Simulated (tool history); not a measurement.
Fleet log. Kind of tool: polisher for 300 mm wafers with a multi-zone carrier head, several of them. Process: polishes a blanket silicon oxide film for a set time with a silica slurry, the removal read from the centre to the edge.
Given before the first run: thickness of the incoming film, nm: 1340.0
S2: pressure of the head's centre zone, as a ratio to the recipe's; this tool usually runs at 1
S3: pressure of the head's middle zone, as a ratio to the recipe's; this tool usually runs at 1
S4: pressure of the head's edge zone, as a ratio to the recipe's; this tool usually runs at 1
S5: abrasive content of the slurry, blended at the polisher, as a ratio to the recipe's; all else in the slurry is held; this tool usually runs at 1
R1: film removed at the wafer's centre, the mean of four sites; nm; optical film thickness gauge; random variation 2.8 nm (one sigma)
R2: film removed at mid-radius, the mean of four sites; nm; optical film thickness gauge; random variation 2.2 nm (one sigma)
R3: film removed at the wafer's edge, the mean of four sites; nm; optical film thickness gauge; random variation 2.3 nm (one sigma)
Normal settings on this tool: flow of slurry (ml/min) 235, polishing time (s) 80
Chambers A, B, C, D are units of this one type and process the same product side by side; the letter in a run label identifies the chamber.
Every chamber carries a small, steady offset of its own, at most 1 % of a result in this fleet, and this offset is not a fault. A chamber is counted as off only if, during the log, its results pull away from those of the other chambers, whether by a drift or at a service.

Run 1D, hour 7.5: usual settings. Result: R1 204.34 nm, R2 211.19 nm, R3 212.89 nm.
Run 2B, hour 14.3: usual settings. Result: R1 205.78 nm, R2 206.73 nm, R3 208.94 nm.
Run 3A, hour 20.9: usual settings. Result: R1 211 nm, R2 210.24 nm, R3 208.1 nm.
At hour 22.7: chamber B: edge zone pressure recalibrated.
Run 4C, hour 27.3: usual settings. Result: R1 206.07 nm, R2 213.49 nm, R3 208.04 nm.
At hour 29.2: chamber C: edge zone pressure recalibrated.
Run 5B, hour 34.6: usual settings. Result: R1 203.82 nm, R2 208.56 nm, R3 208.9 nm.
Run 6C, hour 40.1: usual settings. Result: R1 212.09 nm, R2 208.55 nm, R3 205.79 nm.
At hour 40.6: chamber C: slurry nozzle cleaned.
Run 7A, hour 48.1: usual settings. Result: R1 211.78 nm, R2 206.36 nm, R3 206.88 nm.
At hour 55.6: chamber C: worn pad replaced by a new one.
Run 8D, hour 56.5: usual settings. Result: R1 209.05 nm, R2 207.58 nm, R3 206.77 nm.
At hour 66.2: chamber A: worn pad replaced by a new one.
Run 9A, hour 66.2: usual settings but flow of slurry (ml/min) 210. Result: R1 204.83 nm, R2 204.88 nm, R3 204.92 nm.
At hour 71.7: chamber A: centre zone pressure recalibrated.
Run 10D, hour 75.6: usual settings but flow of slurry (ml/min) 210. Result: R1 201.97 nm, R2 203.65 nm, R3 203.8 nm.
Run 11B, hour 83.6: usual settings but flow of slurry (ml/min) 210. Result: R1 203.97 nm, R2 205.01 nm, R3 203.89 nm.
Run 12C, hour 88.7: usual settings but flow of slurry (ml/min) 210. Result: R1 208.24 nm, R2 205.86 nm, R3 208.7 nm.
Run 13B, hour 96.2: usual settings. Result: R1 205.19 nm, R2 206.77 nm, R3 207.17 nm.
Run 14C, hour 105.4: usual settings. Result: R1 206.53 nm, R2 206.97 nm, R3 208.49 nm.
Run 15D, hour 113.7: usual settings but S5 0.8, polishing time (s) 62. Result: R1 146.24 nm, R2 146.47 nm, R3 141.86 nm.
Run 16A, hour 121.5: usual settings but S5 0.8, polishing time (s) 62. Result: R1 147.84 nm, R2 142.23 nm, R3 144.83 nm.
At hour 122.3: chamber B: worn pad replaced by a new one.
Run 17C, hour 127.5: usual settings but S5 0.8, polishing time (s) 62. Result: R1 145.45 nm, R2 145.91 nm, R3 144.84 nm.
At hour 127.6: chamber C: worn pad replaced by a new one.
At hour 128.6: chamber D: worn pad replaced by a new one.
Run 18B, hour 132.2: usual settings but S5 0.8, polishing time (s) 62. Result: R1 146.01 nm, R2 144.56 nm, R3 143.45 nm.
Run 19D, hour 137.3: usual settings. Result: R1 210.16 nm, R2 208.83 nm, R3 209.7 nm.
At hour 140.4: chamber A: worn pad replaced by a new one.
Run 20A, hour 141.6: usual settings. Result: R1 207.92 nm, R2 208.87 nm, R3 210.02 nm.
Run 21B, hour 146.3: usual settings. Result: R1 206.21 nm, R2 208.88 nm, R3 206.64 nm.
Run 22A, hour 153.8: usual settings. Result: R1 208.93 nm, R2 210.15 nm, R3 211.85 nm.
Run 23D, hour 158.4: usual settings but S2 0.91. Result: R1 186.19 nm, R2 209.51 nm, R3 205.75 nm.
Run 24C, hour 164.8: usual settings but S2 0.91. Result: R1 183.31 nm, R2 211.22 nm, R3 208.1 nm.
Run 25A, hour 171.3: usual settings but S2 0.91. Result: R1 184.1 nm, R2 201.4 nm, R3 208.28 nm.
Run 26D, hour 179.4: usual settings but S2 0.91. Result: R1 186.72 nm, R2 207.63 nm, R3 208.4 nm.
Run 27C, hour 187.9: usual settings. Result: R1 204.48 nm, R2 206.6 nm, R3 207.18 nm.
Run 28B, hour 194.3: usual settings. Result: R1 207.81 nm, R2 204.86 nm, R3 207.59 nm.
At hour 196.7: chamber C: worn pad replaced by a new one.
At hour 199.5: chamber D: slurry nozzle cleaned.
Run 29C, hour 200.1: usual settings. Result: R1 209.16 nm, R2 208.87 nm, R3 208.17 nm.
Run 30A, hour 207.3: usual settings. Result: R1 205.25 nm, R2 205.15 nm, R3 208.97 nm.
At hour 208.7: chamber A: worn pad replaced by a new one.
Run 31B, hour 213.8: usual settings but S3 0.94. Result: R1 207.3 nm, R2 195.67 nm, R3 208.44 nm.
Run 32D, hour 220.8: usual settings but S3 0.94. Result: R1 210.76 nm, R2 196.68 nm, R3 206.87 nm.
Run 33D, hour 227.8: usual settings but S3 0.94. Result: R1 208.93 nm, R2 195.66 nm, R3 207.89 nm.
At hour 233.4: chamber D: worn pad replaced by a new one.
Run 34C, hour 236.2: usual settings but S3 0.94. Result: R1 205.79 nm, R2 199.12 nm, R3 208.03 nm.
Run 35A, hour 240.5: usual settings. Result: R1 210.42 nm, R2 202.64 nm, R3 212.7 nm.
Run 36B, hour 248.3: usual settings. Result: R1 209.11 nm, R2 211.08 nm, R3 207.53 nm.
At hour 251.2: chamber C: worn pad replaced by a new one.
Run 37A, hour 254.1: usual settings. Result: R1 210.29 nm, R2 208.69 nm, R3 207.8 nm.
Run 38D, hour 260.1: usual settings. Result: R1 204.11 nm, R2 207.46 nm, R3 209.53 nm.
Run 39C, hour 268.2: usual settings. Result: R1 209.66 nm, R2 209.01 nm, R3 209.16 nm.
Run 40B, hour 275.6: usual settings. Result: R1 203.93 nm, R2 207.85 nm, R3 207.36 nm.
At hour 277.3: chamber B: worn pad replaced by a new one.
At hour 281.2: chamber A: worn pad replaced by a new one.
Run 41D, hour 282.3: usual settings but flow of slurry (ml/min) 200, S5 1.1. Result: R1 214.51 nm, R2 213.79 nm, R3 212.88 nm.
At hour 287.1: chamber B: centre zone pressure recalibrated.
Run 42C, hour 290.3: usual settings but flow of slurry (ml/min) 200, S5 1.1. Result: R1 211.06 nm, R2 211.55 nm, R3 214.59 nm.
At hour 294.9: chamber A: edge zone pressure recalibrated.
Run 43A, hour 295.9: usual settings but flow of slurry (ml/min) 200, S5 1.1. Result: R1 210.87 nm, R2 208.7 nm, R3 214.56 nm.
Run 44B, hour 302: usual settings but flow of slurry (ml/min) 200, S5 1.1. Result: R1 206.45 nm, R2 210.27 nm, R3 212.1 nm.

Has any chamber moved away from the others, gradually or after a service, or does the common gauge drift, or do the chambers differ only by their own small steady offsets? State the chamber and the most likely cause if one applies.

No chamber stands off beyond its own small offset, and the gauge holds steady.
